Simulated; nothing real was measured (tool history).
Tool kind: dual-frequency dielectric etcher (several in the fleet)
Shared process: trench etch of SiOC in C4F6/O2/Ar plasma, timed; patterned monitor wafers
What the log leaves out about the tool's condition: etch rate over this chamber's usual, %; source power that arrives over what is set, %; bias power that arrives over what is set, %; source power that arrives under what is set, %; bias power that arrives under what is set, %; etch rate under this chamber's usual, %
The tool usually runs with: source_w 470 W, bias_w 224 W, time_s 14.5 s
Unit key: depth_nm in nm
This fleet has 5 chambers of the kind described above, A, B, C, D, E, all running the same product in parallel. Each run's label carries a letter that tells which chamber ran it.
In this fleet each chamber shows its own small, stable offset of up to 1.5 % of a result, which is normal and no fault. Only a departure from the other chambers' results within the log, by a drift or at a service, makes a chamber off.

| run | hour | source_w | bias_w | time_s | hours since the last wet clean | hours since the last source power generator calibration | hours since the last bias power generator calibration | read-back reference wafer on the same gauge, depth_nm | depth_nm |
|---|---|---|---|---|---|---|---|---|---|
| 1D | 4.1 | 470 | 224 | 14.5 | 392.8 | 1593.6 | 1251.7 | 28.384 | 34.396 |
| 2C | 11.3 | 470 | 224 | 14.5 | 314.4 | 373.4 | 1003.9 | 28.424 | 34.46 |
| 3B | 18.9 | 470 | 224 | 14.5 | 239.5 | 2044.8 | 293 | 28.401 | 34.364 |
| 4E | 24.3 | 470 | 224 | 14.5 | 490.7 | 568.5 | 1011.3 | 28.398 | 34.113 |
| 5A | 29.9 | 470 | 224 | 14.5 | 55.2 | 4147.6 | 1987.4 | 28.392 | 34.007 |
| 6B | 36.4 | 470 | 224 | 14.5 | 257 | 2062.3 | 310.5 | 28.416 | 34.379 |
| 7D | 41.2 | 470 | 224 | 14.5 | 429.9 | 1630.7 | 1288.8 | 28.372 | 34.381 |
|  | 41.5 | chamber E: wet clean of the chamber |
| 8E | 44.8 | 470 | 224 | 14.5 | 3.4 | 589 | 1031.8 | 28.391 | 34.24 |
| 9C | 50.4 | 470 | 224 | 14.5 | 353.5 | 412.5 | 1043 | 28.37 | 34.502 |
| 10A | 54.3 | 470 | 224 | 14.5 | 79.6 | 4172 | 2011.8 | 28.402 | 33.836 |
| 11E | 60.8 | 470 | 224 | 14.5 | 19.4 | 605 | 1047.8 | 28.409 | 34.235 |
| 12C | 65.7 | 470 | 224 | 14.5 | 368.8 | 427.8 | 1058.3 | 28.406 | 34.34 |
| 13D | 71.9 | 470 | 224 | 14.5 | 460.6 | 1661.4 | 1319.5 | 28.389 | 34.464 |
| 14B | 78.3 | 470 | 224 | 14.5 | 298.9 | 2104.2 | 352.4 | 28.417 | 34.302 |
| 15A | 84.1 | 470 | 224 | 14.5 | 109.4 | 4201.8 | 2041.6 | 28.4 | 33.817 |
| 16D | 89.1 | 470 | 272 | 12 | 477.8 | 1678.6 | 1336.7 | 28.373 | 30.35 |
| 17C | 93.8 | 470 | 272 | 12 | 396.9 | 455.9 | 1086.4 | 28.405 | 30.516 |
| 18A | 100.4 | 470 | 272 | 12 | 125.7 | 4218.1 | 2057.9 | 28.385 | 29.949 |
| 19E | 107.5 | 470 | 272 | 12 | 66.1 | 651.7 | 1094.5 | 28.409 | 30.293 |
|  | 109.4 | chamber B: source power generator calibrated |
| 20B | 112.6 | 470 | 272 | 12 | 333.2 | 3.3 | 386.7 | 28.393 | 30.396 |
| 21C | 116.6 | 470 | 224 | 14.5 | 419.7 | 478.7 | 1109.2 | 28.393 | 34.571 |
| 22E | 124.8 | 470 | 224 | 14.5 | 83.4 | 669 | 1111.8 | 28.399 | 34.384 |
| 23D | 130.1 | 470 | 224 | 14.5 | 518.8 | 1719.6 | 1377.7 | 28.397 | 34.586 |
| 24B | 134.5 | 470 | 224 | 14.5 | 355.1 | 25.2 | 408.6 | 28.388 | 34.306 |
| 25A | 138.6 | 470 | 224 | 14.5 | 163.9 | 4256.3 | 2096.1 | 28.373 | 33.871 |
|  | 141.3 | chamber C: wet clean of the chamber |
| 26B | 147 | 470 | 224 | 14.5 | 367.6 | 37.7 | 421.1 | 28.396 | 34.403 |
| 27A | 154.5 | 470 | 224 | 14.5 | 179.8 | 4272.2 | 2112 | 28.376 | 33.986 |
| 28C | 159.3 | 470 | 224 | 14.5 | 18 | 521.4 | 1151.9 | 28.383 | 34.379 |
| 29D | 165.9 | 470 | 224 | 14.5 | 554.6 | 1755.4 | 1413.5 | 28.382 | 34.347 |
|  | 169.9 | chamber D: wet clean of the chamber |
| 30E | 173.8 | 360 | 224 | 16.5 | 132.4 | 718 | 1160.8 | 28.418 | 35.284 |
| 31E | 181.5 | 360 | 224 | 16.5 | 140.1 | 725.7 | 1168.5 | 28.399 | 35.11 |
| 32D | 187.2 | 360 | 224 | 16.5 | 17.3 | 1776.7 | 1434.8 | 28.395 | 35.211 |
| 33C | 190.9 | 360 | 224 | 16.5 | 49.6 | 553 | 1183.5 | 28.399 | 35.286 |
| 34B | 194.8 | 360 | 224 | 16.5 | 415.4 | 85.5 | 468.9 | 28.408 | 35.149 |
| 35A | 202.7 | 470 | 224 | 14.5 | 228 | 4320.4 | 2160.2 | 28.379 | 33.909 |
| 36C | 210.7 | 470 | 224 | 14.5 | 69.4 | 572.8 | 1203.3 | 28.404 | 34.39 |
| 37B | 216.1 | 470 | 224 | 14.5 | 436.7 | 106.8 | 490.2 | 28.401 | 34.434 |
| 38D | 220.5 | 470 | 224 | 14.5 | 50.6 | 1810 | 1468.1 | 28.407 | 34.31 |
| 39A | 224.3 | 470 | 224 | 14.5 | 249.6 | 4342 | 2181.8 | 28.401 | 33.887 |

All 5 chambers run these settings next. Forecast each chamber's results:
| 40A | 230.4 | 470 | 224 | 14.5 |  |  |  |  | ? |
| 40B | 230.4 | 470 | 224 | 14.5 |  |  |  |  | ? |
| 40C | 230.4 | 470 | 224 | 14.5 |  |  |  |  | ? |
| 40D | 230.4 | 470 | 224 | 14.5 |  |  |  |  | ? |
| 40E | 230.4 | 470 | 224 | 14.5 |  |  |  |  | ? |

| run | depth_nm |
|---|---|
| 40A | 34.036 |
| 40B | 34.501 |
| 40C | 34.488 |
| 40D | 34.452 |
| 40E | 34.333 |
